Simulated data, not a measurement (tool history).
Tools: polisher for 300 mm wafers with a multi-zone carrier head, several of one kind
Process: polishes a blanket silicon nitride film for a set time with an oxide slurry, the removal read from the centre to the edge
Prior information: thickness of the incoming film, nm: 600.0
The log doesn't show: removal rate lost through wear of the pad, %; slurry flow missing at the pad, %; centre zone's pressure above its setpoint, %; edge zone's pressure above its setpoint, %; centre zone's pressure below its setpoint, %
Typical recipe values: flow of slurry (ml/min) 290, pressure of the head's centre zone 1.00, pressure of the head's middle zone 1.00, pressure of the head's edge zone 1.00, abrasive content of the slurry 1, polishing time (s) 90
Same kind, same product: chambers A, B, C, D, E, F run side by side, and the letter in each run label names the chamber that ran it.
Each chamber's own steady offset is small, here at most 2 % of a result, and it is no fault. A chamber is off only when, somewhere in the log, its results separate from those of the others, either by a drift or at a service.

run   hour  flow of slurry (ml/min)  pressure of the head's centre zone  pressure of the head's middle zone  pressure of the head's edge zone  abrasive content of the slurry  polishing time (s)  wafers polished on this pad  hours since the slurry nozzle was cleaned  hours since the centre zone pressure was calibrated  hours since the edge zone pressure was calibrated  film removed at the wafer's centre (nm)  film removed at mid-radius (nm)  film removed at the wafer's edge (nm)
 1E    6.6                      290                                1.00                                1.00                              1.00                               1                  90                         1049                                      174.8                                                743.2                                              760.5                                   75.466                           74.982                                 74.676
      12.4  -- chamber A: worn pad replaced by a new one
 2A   15.9                      290                                1.00                                1.00                              1.00                               1                  90                           31                                       97.3                                                210.4                                              340.7                                   76.908                           74.661                                 74.859
 3D   25.1                      290                                1.00                                1.00                              1.00                               1                  90                          513                                      316.1                                                 88.5                                              313.4                                   74.961                           74.355                                 76.253
      27.0  -- chamber F: centre zone pressure recalibrated
      29.4  -- chamber E: worn pad replaced by a new one
      31.1  -- chamber E: slurry nozzle cleaned
 4F   34.9                      290                                1.00                                1.00                              1.00                               1                  90                          648                                      288.5                                                  8.0                                              592.5                                   77.031                           74.167                                 75.904
      39.7  -- chamber D: worn pad replaced by a new one
 5B   46.0                      290                                1.00                                1.00                              1.00                               1                  90                          864                                      109.5                                                 91.4                                              350.2                                   75.179                           76.864                                 74.956
      49.2  -- chamber F: worn pad replaced by a new one
      51.5  -- chamber C: worn pad replaced by a new one
      52.8  -- chamber B: worn pad replaced by a new one
 6C   58.6                      290                                1.00                                1.00                              1.00                               1                  90                           63                                      228.3                                                104.7                                              357.2                                   74.320                           75.420                                 73.816
 7C   72.3                      290                                1.00                                0.89                              1.00                               1                  68                          185                                      242.0                                                118.4                                              370.9                                   56.694                           50.274                                 58.991
 8F   80.3                      290                                1.00                                0.89                              1.00                               1                  68                          277                                      333.9                                                 53.4                                              637.9                                   57.299                           51.307                                 57.730
      86.3  -- chamber A: worn pad replaced by a new one
 9D   89.5                      290                                1.00                                0.89                              1.00                               1                  68                          444                                      380.5                                                152.9                                              377.8                                   56.577                           51.493                                 56.913
     100.9  -- chamber D: slurry nozzle cleaned
10B  102.2                      290                                1.00                                0.89                              1.00                               1                  68                          440                                      165.7                                                147.6                                              406.4                                   56.365                           50.750                                 57.362
11A  109.9                      290                                1.00                                0.89                              1.00                               1                  68                          211                                      191.3                                                304.4                                              434.7                                   57.261                           50.499                                 57.353
     110.0  -- chamber D: worn pad replaced by a new one
12E  119.1                      290                                1.00                                0.89                              1.00                               1                  68                          800                                       88.0                                                855.7                                              873.0                                   56.710                           50.901                                 56.547
13B  127.7                      290                                1.00                                1.00                              1.00                               1                  90                          667                                      191.2                                                173.1                                              431.9                                   75.687                           75.043                                 72.914
     134.3  -- chamber C: worn pad replaced by a new one
14F  136.3                      290                                1.00                                1.00                              1.00                               1                  90                          776                                      389.9                                                109.4                                              693.9                                   77.180                           74.460                                 76.532
     137.9  -- chamber F: worn pad replaced by a new one
15C  149.1                      290                                1.00                                1.00                              1.00                               1                  90                          132                                      318.8                                                195.2                                              447.7                                   74.927                           73.295                                 76.243
     152.8  -- chamber A: worn pad replaced by a new one
     158.1  -- chamber E: worn pad replaced by a new one
     159.6  -- chamber F: slurry nozzle cleaned
     161.5  -- chamber B: worn pad replaced by a new one
16E  163.5                      290                                1.00                                1.00                              1.00                               1                  90                           48                                      132.4                                                900.1                                              917.4                                   75.664                           74.259                                 74.853
     173.3  -- chamber F: edge zone pressure recalibrated
17A  174.4                      290                                1.00                                1.00                              1.00                               1                  90                          193                                      255.8                                                368.9                                              499.2                                   75.979                           77.291                                 74.497
     180.9  -- chamber D: worn pad replaced by a new one
18D  184.5                      290                                1.00                                1.00                              0.89                               1                 109                           32                                       83.6                                                247.9                                              472.8                                   92.494                           92.583                                 85.390
19D  192.3                      290                                1.00                                1.00                              0.89                               1                 109                          102                                       91.4                                                255.7                                              480.6                                   91.761                           93.051                                 85.843
20F  202.2                      290                                1.00                                1.00                              0.89                               1                 109                          573                                       42.6                                                175.3                                               29.0                                   92.277                           90.967                                 85.926
     202.8  -- chamber C: worn pad replaced by a new one
21C  209.3                      290                                1.00                                1.00                              0.89                               1                 109                           58                                      379.0                                                255.4                                              507.9                                   91.040                           92.804                                 85.766
     215.7  -- chamber F: worn pad replaced by a new one
     216.3  -- chamber A: edge zone pressure recalibrated
22A  217.1                      290                                1.00                                1.00                              0.89                               1                 109                          573                                      298.5                                                411.6                                                0.9                                   90.344                           90.224                                 86.071
23B  225.5                      290                                1.00                                1.00                              0.89                               1                 109                          571                                      289.0                                                270.9                                              529.7                                   91.444                           92.305                                 85.276
     226.3  -- chamber A: centre zone pressure recalibrated
     227.2  -- chamber E: slurry nozzle cleaned
     227.6  -- chamber A: worn pad replaced by a new one
24E  232.1                      290                                1.00                                1.00                              1.00                               1                  90                          659                                        5.0                                                968.7                                              986.0                                   74.948                           75.712                                 76.169
25C  241.1                      290                                1.00                                1.00                              1.00                               1                  90                          341                                      410.8                                                287.2                                              539.7                                   75.510                           74.347                                 74.909
     244.0  -- chamber B: worn pad replaced by a new one
     251.6  -- chamber E: centre zone pressure recalibrated
26F  255.6                      290                                1.00                                1.00                              1.00                               1                  90                          356                                       96.0                                                228.7                                               82.4                                   75.799                           75.146                                 77.933
27E  266.0                      290                                1.00                                1.00                              1.00                               1                  90                          961                                       38.9                                                 14.4                                             1019.9                                   70.700                           74.720                                 74.484
     269.0  -- chamber D: worn pad replaced by a new one
     269.6  -- chamber E: worn pad replaced by a new one
28B  277.8                      290                                1.00                                1.00                              1.00                               1                  90                          302                                      341.3                                                323.2                                              582.0                                   75.521                           73.908                                 74.704
     289.8  -- chamber C: worn pad replaced by a new one
29D  291.6                      290                                1.00                                1.00                              1.00                               1                  90                          201                                      190.7                                                355.0                                              579.9                                   75.594                           74.969                                 73.010
     297.6  -- chamber F: worn pad replaced by a new one
30A  301.8                      290                                1.00                                1.00                              1.00                               1                  90                          662                                      383.2                                                 75.6                                               85.6                                   75.745                           74.596                                 74.378
31B  308.5                      290                                1.00                                1.00                              1.09                               1                  90                          575                                      372.0                                                353.9                                              612.7                                   75.025                           75.050                                 78.320
     316.0  -- chamber A: worn pad replaced by a new one
32D  320.3                      290                                1.00                                1.00                              1.09                               1                  90                          457                                      219.4                                                383.7                                              608.6                                   75.615                           77.092                                 78.075
33C  333.2                      290                                1.00                                1.00                              1.09                               1                  90                          387                                      502.9                                                379.3                                              631.8                                   75.512                           76.221                                 78.495
     341.5  -- chamber E: edge zone pressure recalibrated
34F  343.9                      290                                1.00                                1.00                              1.09                               1                  90                          412                                      184.3                                                317.0                                              170.7                                   76.751                           74.040                                 78.574
35A  357.0                      290                                1.00                                1.00                              1.09                               1                  90                          365                                      438.4                                                130.8                                              140.8                                   75.968                           75.347                                 75.550
     363.7  -- chamber C: worn pad replaced by a new one
36E  366.4                      290                                1.00                                1.00                              1.09                               1                  90                          863                                      139.3                                                114.8                                               24.9                                   70.267                           74.384                                 81.241
37E  374.2                      290                                1.00                                1.00                              1.00                               1                  90                          932                                      147.1                                                122.6                                               32.7                                   69.364                           72.174                                 75.266
38C  388.1                      290                                1.00                                1.00                              1.00                               1                  90                          217                                      557.8                                                434.2                                              686.7                                   74.175                           75.280                                 74.789

Read the log: is a single chamber off, either drifting away or since a service, is the gauge that measures every chamber drifting, or is nothing wrong beyond small per-chamber offsets? Name any odd chamber and what most likely caused it.

A service on chamber E put it out of line with the rest.
What lies behind it: centre zone's pressure below its setpoint, % = 5.53.

Chamber E could run next with any of the 4 candidate recipes listed below; each alters the usual settings, and their results appear as question marks. Which one brings its results back in line with what the other chambers deliver on the usual settings?
In-line tolerance around the mean of the other chambers on the usual settings: film removed at the wafer's centre (nm) 2.400; film removed at mid-radius (nm) 3.800; film removed at the wafer's edge (nm) 3.900
39E-1  398.7                      300                                1.12                                1.00                              0.95                               1                  92                                                                                                                                                                                                                        ?                                ?                                      ?
39E-2  398.7                      280                                0.89                                0.99                              1.05                               1                  89                                                                                                                                                                                                                        ?                                ?                                      ?
39E-3  398.7                      295                                1.06                                1.00                              0.97                               1                  91                                                                                                                                                                                                                        ?                                ?                                      ?
39E-4  398.7                      285                                0.94                                1.00                              1.03                               1                  89                                                                                                                                                                                                                        ?                                ?                                      ?

Other chambers, usual settings, mean: film removed at the wafer's centre (nm) 75.456; film removed at mid-radius (nm) 75.289; film removed at the wafer's edge (nm) 75.112
  run  film removed at the wafer's centre (nm)  film removed at mid-radius (nm)  film removed at the wafer's edge (nm)
39E-1                                   81.833                           75.780                                 74.384
39E-2                                   60.802                           72.148                                 75.466
39E-3                                   76.032                           74.841                                 74.279
39E-4                                   64.797                           72.955                                 74.787
39E-3 is the one that brings the chamber's results back in line with the other chambers.
